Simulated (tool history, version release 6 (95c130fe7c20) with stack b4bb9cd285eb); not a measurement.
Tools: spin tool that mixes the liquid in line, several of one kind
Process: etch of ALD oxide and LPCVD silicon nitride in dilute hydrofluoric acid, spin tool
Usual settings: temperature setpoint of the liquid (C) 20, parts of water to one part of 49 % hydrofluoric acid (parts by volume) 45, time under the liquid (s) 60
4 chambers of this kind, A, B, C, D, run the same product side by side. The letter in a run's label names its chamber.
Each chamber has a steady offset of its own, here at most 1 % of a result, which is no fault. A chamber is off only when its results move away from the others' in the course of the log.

run	day	temperature setpoint of the liquid (C)	parts of water to one part of 49 % hydrofluoric acid (parts by volume)	time under the liquid (s)	read-back film thickness of the ALD oxide reference wafer, read on the same gauge (nm)	read-back film thickness of the LPCVD silicon nitride reference wafer, read on the same gauge (nm)	thickness taken off the ALD oxide on a monitor wafer (Å)	thickness taken off the LPCVD silicon nitride on a monitor wafer (Å)
# day 0.058: chamber C: thermometer replaced
1A	0.25	20	45	60	150.02	70.014	144.54	4.5225
2C	0.479	20	45	60	149.97	69.977	148.46	5.4091
3D	0.717	20	45	60	150.02	70.014	150.18	5.0755
4B	0.85	20	45	60	150.02	69.998	147.05	4.8797
5A	1.05	20	45	60	149.98	70.022	147.19	4.6963
6B	1.296	20	45	60	150.05	70.024	146.26	4.6438
7D	1.492	21.5	45	90	149.99	70.016	234.98	8.4319
8C	1.612	21.5	45	90	150.03	70.041	235.27	8.443
9C	1.779	21.5	45	90	149.99	70.005	232.48	8.0555
10D	1.912	21.5	45	90	150.01	69.99	233.58	7.9062
11B	2.033	20	45	60	149.99	70.022	145.45	5.2212
12A	2.15	20	45	60	149.96	70.003	145.75	4.8216
13C	2.3	20	45	60	150	70.001	148.6	4.9829
14B	2.483	20	45	60	150.03	69.983	145.99	5.3547
15A	2.642	20	45	60	149.98	69.976	146.88	5.0358
16D	2.85	20	45	60	150	69.985	144.7	5.0543
17D	3.042	20	45	60	149.99	69.996	146.74	4.9496
18A	3.238	20	45	60	150	70.02	147.63	5.3861
19B	3.35	20	45	60	149.97	70.026	147.12	5.0144
20C	3.525	24.5	45	50	150.04	70.025	149.03	5.5082
21D	3.717	24.5	45	50	150.02	70.022	149.67	5.7213
22A	3.888	24.5	45	50	149.98	70.026	147.81	5.1614
23C	4.142	24.5	45	50	149.97	70.002	145.5	5.8811
24B	4.317	20	45	60	149.98	69.992	146.32	4.9612
25A	4.525	20	45	60	150.02	70.013	146.91	5.1032
26D	4.767	20	45	60	150.01	70.052	150.51	4.9129
27B	4.992	20	45	60	149.98	69.984	146.87	4.9464
28C	5.208	20	45	60	150	70.051	145.3	5.1453
29C	5.458	20	45	60	150	69.985	145.77	5.2654
30A	5.629	20	45	60	150	69.989	145.98	4.9108
31B	5.767	20	45	60	150	69.964	145.27	5.2954
32D	5.946	20	45	60	150.01	70.034	148.35	4.7325
33D	6.133	20	45	60	150	70.002	147.26	5.1355
34A	6.292	20	45	60	149.99	69.995	147.02	5.3857
35C	6.421	20	45	60	149.98	70.012	146.14	4.7566
36B	6.583	20	45	60	150	70.011	146	4.9523

All 4 chambers run these settings next. Forecast each chamber's results:
37A	6.767	20	45	60			?	?
37B	6.767	20	45	60			?	?
37C	6.767	20	45	60			?	?
37D	6.767	20	45	60			?	?

run	thickness taken off the ALD oxide on a monitor wafer (Å)	thickness taken off the LPCVD silicon nitride on a monitor wafer (Å)
37A	146.83	5.3539
37B	144.86	4.7445
37C	145.81	4.6077
37D	148.12	4.943

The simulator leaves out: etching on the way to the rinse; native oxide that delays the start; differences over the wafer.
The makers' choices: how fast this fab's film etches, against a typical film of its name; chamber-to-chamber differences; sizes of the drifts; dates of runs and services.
